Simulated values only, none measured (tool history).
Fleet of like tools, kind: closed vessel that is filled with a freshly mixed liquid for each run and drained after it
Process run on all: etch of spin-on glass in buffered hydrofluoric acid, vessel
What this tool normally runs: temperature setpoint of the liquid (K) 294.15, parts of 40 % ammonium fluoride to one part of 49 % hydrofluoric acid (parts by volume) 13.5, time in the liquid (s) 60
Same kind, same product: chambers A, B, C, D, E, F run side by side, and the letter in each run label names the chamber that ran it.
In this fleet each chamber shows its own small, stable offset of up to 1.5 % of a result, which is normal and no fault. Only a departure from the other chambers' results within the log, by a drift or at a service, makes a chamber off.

run   hour  temperature setpoint of the liquid (K)  parts of 40 % ammonium fluoride to one part of 49 % hydrofluoric acid (parts by volume)  time in the liquid (s)  read-back film thickness of the spin-on glass reference wafer, read on the same gauge (nm)  thickness taken off the spin-on glass on a monitor wafer (angstrom)
 1A    3.8                                  294.15                                                                                     13.5                      60                                                                                     100.040                                                              1350.60
 2F    8.9                                  294.15                                                                                     13.5                      60                                                                                     100.010                                                              1318.90
 3C   14.0                                  294.15                                                                                     13.5                      60                                                                                      99.980                                                              1334.50
 4E   17.7                                  294.15                                                                                     13.5                      60                                                                                     100.010                                                              1347.60
 5D   20.9                                  294.15                                                                                     13.5                      60                                                                                     100.020                                                              1343.40
 6B   25.7                                  294.15                                                                                     13.5                      60                                                                                     100.010                                                              1343.90
 7B   29.4                                  294.15                                                                                     13.5                      60                                                                                      99.963                                                              1338.20
 8A   35.4                                  299.15                                                                                     13.5                      70                                                                                      99.955                                                              2046.80
 9E   40.6                                  299.15                                                                                     13.5                      70                                                                                      99.996                                                              2054.50
10F   45.6                                  299.15                                                                                     13.5                      70                                                                                      99.961                                                              2017.40
      46.0  -- chamber E: hydrofluoric acid flow meter replaced
11C   50.6                                  299.15                                                                                     13.5                      70                                                                                     100.000                                                              2059.80
12D   54.6                                  299.15                                                                                     13.5                      70                                                                                     100.040                                                              2075.10
13C   60.3                                  299.15                                                                                     13.5                      70                                                                                      99.958                                                              2068.60
14D   63.1                                  294.15                                                                                     18.0                      60                                                                                      99.989                                                              1021.50
15A   69.1                                  294.15                                                                                     18.0                      60                                                                                      99.984                                                              1012.20
16E   73.2                                  294.15                                                                                     18.0                      60                                                                                     100.010                                                              1013.10
17B   79.2                                  294.15                                                                                     18.0                      60                                                                                     100.000                                                              1025.20
18F   85.0                                  294.15                                                                                     18.0                      60                                                                                     100.010                                                               998.39
19C   89.7                                  294.15                                                                                     18.0                      60                                                                                     100.010                                                              1000.20
20B   95.6                                  294.15                                                                                     13.5                      60                                                                                     100.040                                                              1361.30
21D   99.8                                  294.15                                                                                     13.5                      60                                                                                      99.998                                                              1351.80
22F  102.5                                  294.15                                                                                     13.5                      60                                                                                     100.000                                                              1326.70
23A  105.8                                  294.15                                                                                     13.5                      60                                                                                     100.000                                                              1354.00
     106.3  -- chamber D: hydrofluoric acid flow meter replaced
24E  110.0                                  294.15                                                                                     13.5                      60                                                                                     100.020                                                              1348.70
25A  113.5                                  294.15                                                                                     13.5                      60                                                                                     100.020                                                              1346.30
     116.6  -- chamber A: thermometer replaced
26B  119.6                                  294.15                                                                                      9.0                      60                                                                                     100.010                                                              1937.10
     122.1  -- chamber F: thermometer replaced
     123.3  -- chamber C: hydrofluoric acid flow meter replaced
27D  124.5                                  294.15                                                                                      9.0                      60                                                                                      99.972                                                              1939.60
28F  127.7                                  294.15                                                                                      9.0                      60                                                                                      99.979                                                              1875.10
29C  133.1                                  294.15                                                                                      9.0                      60                                                                                     100.000                                                              1934.70
30E  136.3                                  294.15                                                                                      9.0                      60                                                                                      99.945                                                              1914.00
31D  139.7                                  294.15                                                                                      9.0                      60                                                                                      99.981                                                              1939.90
32C  142.8                                  294.15                                                                                     13.5                      60                                                                                      99.962                                                              1331.60
33B  146.9                                  294.15                                                                                     13.5                      60                                                                                     100.010                                                              1355.20
34A  151.4                                  294.15                                                                                     13.5                      60                                                                                      99.999                                                              1345.30
35F  155.7                                  294.15                                                                                     13.5                      60                                                                                     100.010                                                              1330.00
36E  161.4                                  294.15                                                                                     13.5                      60                                                                                      99.975                                                              1335.00
37E  165.5                                  294.15                                                                                     13.5                      60                                                                                      99.928                                                              1350.80
38A  169.4                                  294.15                                                                                     13.5                      60                                                                                     100.000                                                              1344.50
39B  172.0                                  294.15                                                                                     13.5                      60                                                                                      99.977                                                              1353.30
40D  175.0                                  294.15                                                                                     17.5                      40                                                                                      99.997                                                               689.21
41C  180.0                                  294.15                                                                                     17.5                      40                                                                                      99.976                                                               688.05
42F  184.1                                  294.15                                                                                     17.5                      40                                                                                     100.030                                                               685.44
43B  188.3                                  294.15                                                                                     17.5                      40                                                                                     100.050                                                               701.59

Read the log: is a single chamber off, either drifting away or since a service, is the gauge that measures every chamber drifting, or is nothing wrong beyond small per-chamber offsets? Name any odd chamber and what most likely caused it.

No chamber is off and the gauge is stable; the differences are just each chamber's small, constant offset.
